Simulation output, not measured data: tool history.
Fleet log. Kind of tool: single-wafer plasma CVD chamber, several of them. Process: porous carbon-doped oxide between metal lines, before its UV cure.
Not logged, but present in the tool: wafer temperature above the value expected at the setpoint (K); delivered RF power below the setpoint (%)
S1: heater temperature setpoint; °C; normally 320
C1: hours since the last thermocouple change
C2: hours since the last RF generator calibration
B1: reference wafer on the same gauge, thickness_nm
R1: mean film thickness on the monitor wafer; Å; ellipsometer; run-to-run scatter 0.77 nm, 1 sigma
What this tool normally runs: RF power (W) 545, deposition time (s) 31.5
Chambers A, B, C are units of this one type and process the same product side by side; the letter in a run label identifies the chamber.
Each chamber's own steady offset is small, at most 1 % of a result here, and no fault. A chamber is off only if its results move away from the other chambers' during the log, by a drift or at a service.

{"run": "1C", "hour": 4.6, "S1": 320, "RF power (W)": 545, "deposition time (s)": 31.5, "C1": 717.2, "C2": 2142.4, "B1": 161.14, "R1": 1589.7}
{"run": "2A", "hour": 10.6, "S1": 320, "RF power (W)": 545, "deposition time (s)": 31.5, "C1": 397.4, "C2": 371.7, "B1": 160.96, "R1": 1630.1}
{"run": "3B", "hour": 15.0, "S1": 320, "RF power (W)": 545, "deposition time (s)": 31.5, "C1": 237.2, "C2": 737.5, "B1": 161.22, "R1": 1612.1}
{"run": "4A", "hour": 19.2, "S1": 320, "RF power (W)": 545, "deposition time (s)": 31.5, "C1": 406.0, "C2": 380.3, "B1": 161.02, "R1": 1618.9}
{"run": "5B", "hour": 25.3, "S1": 320, "RF power (W)": 545, "deposition time (s)": 31.5, "C1": 247.5, "C2": 747.8, "B1": 160.96, "R1": 1623.5}
{"run": "6C", "hour": 30.4, "S1": 320, "RF power (W)": 545, "deposition time (s)": 31.5, "C1": 743.0, "C2": 2168.2, "B1": 160.99, "R1": 1600.5}
{"run": "7B", "hour": 35.4, "S1": 320, "RF power (W)": 545, "deposition time (s)": 31.5, "C1": 257.6, "C2": 757.9, "B1": 161.06, "R1": 1614.7}
{"run": "8A", "hour": 41.2, "S1": 320, "RF power (W)": 545, "deposition time (s)": 31.5, "C1": 428.0, "C2": 402.3, "B1": 160.96, "R1": 1620.0}
{"run": "9C", "hour": 45.8, "S1": 320, "RF power (W)": 545, "deposition time (s)": 31.5, "C1": 758.4, "C2": 2183.6, "B1": 161.04, "R1": 1613.0}
{"run": "10C", "hour": 51.9, "S1": 320, "RF power (W)": 545, "deposition time (s)": 31.5, "C1": 764.5, "C2": 2189.7, "B1": 160.93, "R1": 1588.9}
{"run": "11B", "hour": 60.1, "S1": 320, "RF power (W)": 545, "deposition time (s)": 31.5, "C1": 282.3, "C2": 782.6, "B1": 161.08, "R1": 1610.3}
{"run": "12A", "hour": 68.1, "S1": 320, "RF power (W)": 545, "deposition time (s)": 31.5, "C1": 454.9, "C2": 429.2, "B1": 161.1, "R1": 1599.4}
{"run": "13C", "hour": 74.9, "S1": 320, "RF power (W)": 640, "deposition time (s)": 27.2, "C1": 787.5, "C2": 2212.7, "B1": 160.96, "R1": 1531.4}
{"run": "14B", "hour": 82.3, "S1": 320, "RF power (W)": 640, "deposition time (s)": 27.2, "C1": 304.5, "C2": 804.8, "B1": 161.06, "R1": 1551.2}
{"run": "15A", "hour": 90.9, "S1": 320, "RF power (W)": 640, "deposition time (s)": 27.2, "C1": 477.7, "C2": 452.0, "B1": 161.11, "R1": 1548.7}
{"run": "16A", "hour": 97.7, "S1": 320, "RF power (W)": 470, "deposition time (s)": 31.5, "C1": 484.5, "C2": 458.8, "B1": 160.9, "R1": 1445.6}
{"run": "17C", "hour": 104.6, "S1": 320, "RF power (W)": 470, "deposition time (s)": 31.5, "C1": 817.2, "C2": 2242.4, "B1": 160.86, "R1": 1438.4}
{"run": "18B", "hour": 110.8, "S1": 320, "RF power (W)": 470, "deposition time (s)": 31.5, "C1": 333.0, "C2": 833.3, "B1": 160.97, "R1": 1455.7}
{"run": "19B", "hour": 117.4, "S1": 320, "RF power (W)": 545, "deposition time (s)": 31.5, "C1": 339.6, "C2": 839.9, "B1": 160.98, "R1": 1616.5}
{"run": "20A", "hour": 122.2, "S1": 320, "RF power (W)": 545, "deposition time (s)": 31.5, "C1": 509.0, "C2": 483.3, "B1": 161.09, "R1": 1593.9}
{"run": "21C", "hour": 130.5, "S1": 320, "RF power (W)": 545, "deposition time (s)": 31.5, "C1": 843.1, "C2": 2268.3, "B1": 161.1, "R1": 1603.7}
{"run": "22B", "hour": 135.6, "S1": 320, "RF power (W)": 545, "deposition time (s)": 31.5, "C1": 357.8, "C2": 858.1, "B1": 160.94, "R1": 1605.3}
{"run": "23A", "hour": 143.4, "S1": 320, "RF power (W)": 545, "deposition time (s)": 31.5, "C1": 530.2, "C2": 504.5, "B1": 161.14, "R1": 1592.7}
{"run": "24C", "hour": 149.5, "S1": 320, "RF power (W)": 545, "deposition time (s)": 31.5, "C1": 862.1, "C2": 2287.3, "B1": 161.16, "R1": 1603.8}
{"run": "25C", "hour": 153.4, "S1": 320, "RF power (W)": 545, "deposition time (s)": 31.5, "C1": 866.0, "C2": 2291.2, "B1": 160.99, "R1": 1595.6}
{"run": "26A", "hour": 158.9, "S1": 320, "RF power (W)": 545, "deposition time (s)": 31.5, "C1": 545.7, "C2": 520.0, "B1": 160.9, "R1": 1579.5}
{"run": "27B", "hour": 163.0, "S1": 320, "RF power (W)": 545, "deposition time (s)": 31.5, "C1": 385.2, "C2": 885.5, "B1": 160.85, "R1": 1615.8}
{"run": "28C", "hour": 170.7, "S1": 320, "RF power (W)": 545, "deposition time (s)": 31.5, "C1": 883.3, "C2": 2308.5, "B1": 161.01, "R1": 1613.3}
{"run": "29A", "hour": 178.8, "S1": 320, "RF power (W)": 545, "deposition time (s)": 31.5, "C1": 565.6, "C2": 539.9, "B1": 160.91, "R1": 1583.1}
{"run": "30B", "hour": 187.0, "S1": 320, "RF power (W)": 545, "deposition time (s)": 31.5, "C1": 409.2, "C2": 909.5, "B1": 161.12, "R1": 1595.2}
{"run": "31A", "hour": 195.3, "S1": 320, "RF power (W)": 545, "deposition time (s)": 31.5, "C1": 582.1, "C2": 556.4, "B1": 161.02, "R1": 1570.2}
{"run": "32C", "hour": 203.4, "S1": 320, "RF power (W)": 545, "deposition time (s)": 31.5, "C1": 916.0, "C2": 2341.2, "B1": 160.96, "R1": 1610.3}
{"run": "33B", "hour": 208.6, "S1": 320, "RF power (W)": 545, "deposition time (s)": 31.5, "C1": 430.8, "C2": 931.1, "B1": 161.11, "R1": 1598.9}
{"run": "34C", "hour": 213.9, "S1": 320, "RF power (W)": 545, "deposition time (s)": 31.5, "C1": 926.5, "C2": 2351.7, "B1": 160.96, "R1": 1599.6}
{"run": "35A", "hour": 221.8, "S1": 320, "RF power (W)": 545, "deposition time (s)": 31.5, "C1": 608.6, "C2": 582.9, "B1": 161.13, "R1": 1564.4}
{"run": "36B", "hour": 230.3, "S1": 320, "RF power (W)": 545, "deposition time (s)": 31.5, "C1": 452.5, "C2": 952.8, "B1": 161.11, "R1": 1592.4}
{"run": "37A", "hour": 235.7, "S1": 320, "RF power (W)": 545, "deposition time (s)": 31.5, "C1": 622.5, "C2": 596.8, "B1": 161.22, "R1": 1550.1}
{"run": "38B", "hour": 243.1, "S1": 320, "RF power (W)": 545, "deposition time (s)": 31.5, "C1": 465.3, "C2": 965.6, "B1": 161.0, "R1": 1615.2}
{"run": "39C", "hour": 250.4, "S1": 320, "RF power (W)": 545, "deposition time (s)": 31.5, "C1": 963.0, "C2": 2388.2, "B1": 160.9, "R1": 1599.9}
{"run": "40A", "hour": 254.9, "S1": 320, "RF power (W)": 545, "deposition time (s)": 31.5, "C1": 641.7, "C2": 616.0, "B1": 160.92, "R1": 1550.8}
{"run": "41B", "hour": 261.3, "S1": 320, "RF power (W)": 545, "deposition time (s)": 31.5, "C1": 483.5, "C2": 983.8, "B1": 161.08, "R1": 1610.6}
{"run": "42C", "hour": 265.5, "S1": 320, "RF power (W)": 545, "deposition time (s)": 31.5, "C1": 978.1, "C2": 2403.3, "B1": 160.88, "R1": 1598.4}

One chamber off, gauge drift, or nothing amiss beyond the chambers' own small offsets? If it is a chamber, which one, and what is the likeliest cause?

Little by little, chamber A moves away from the other chambers.
Likeliest cause: delivered RF power below the setpoint (%) = 6.36.

Chamber A could run next with any of the 4 candidate recipes listed below; each alters the usual settings, and their results appear as question marks. Which one brings its results back in line with what the other chambers deliver on the usual settings?
In line means no further than this from the other chambers' mean on the usual settings: R1 27.0 Å
{"run": "43A-1", "hour": 271.7, "S1": 320, "RF power (W)": 545, "deposition time (s)": 31.3, "R1": "?"}
{"run": "43A-2", "hour": 271.7, "S1": 320, "RF power (W)": 550, "deposition time (s)": 31.5, "R1": "?"}
{"run": "43A-3", "hour": 271.7, "S1": 327, "RF power (W)": 545, "deposition time (s)": 31.5, "R1": "?"}
{"run": "43A-4", "hour": 271.7, "S1": 319, "RF power (W)": 555, "deposition time (s)": 32.2, "R1": "?"}

On the usual settings, the other chambers give on average: R1 1605.2 Å
run=43A-1 R1=1541.9
run=43A-2 R1=1560.8
run=43A-3 R1=1498.6
run=43A-4 R1=1612.2
The right change is 43A-4: it brings the chamber back within the allowed miss of the others.
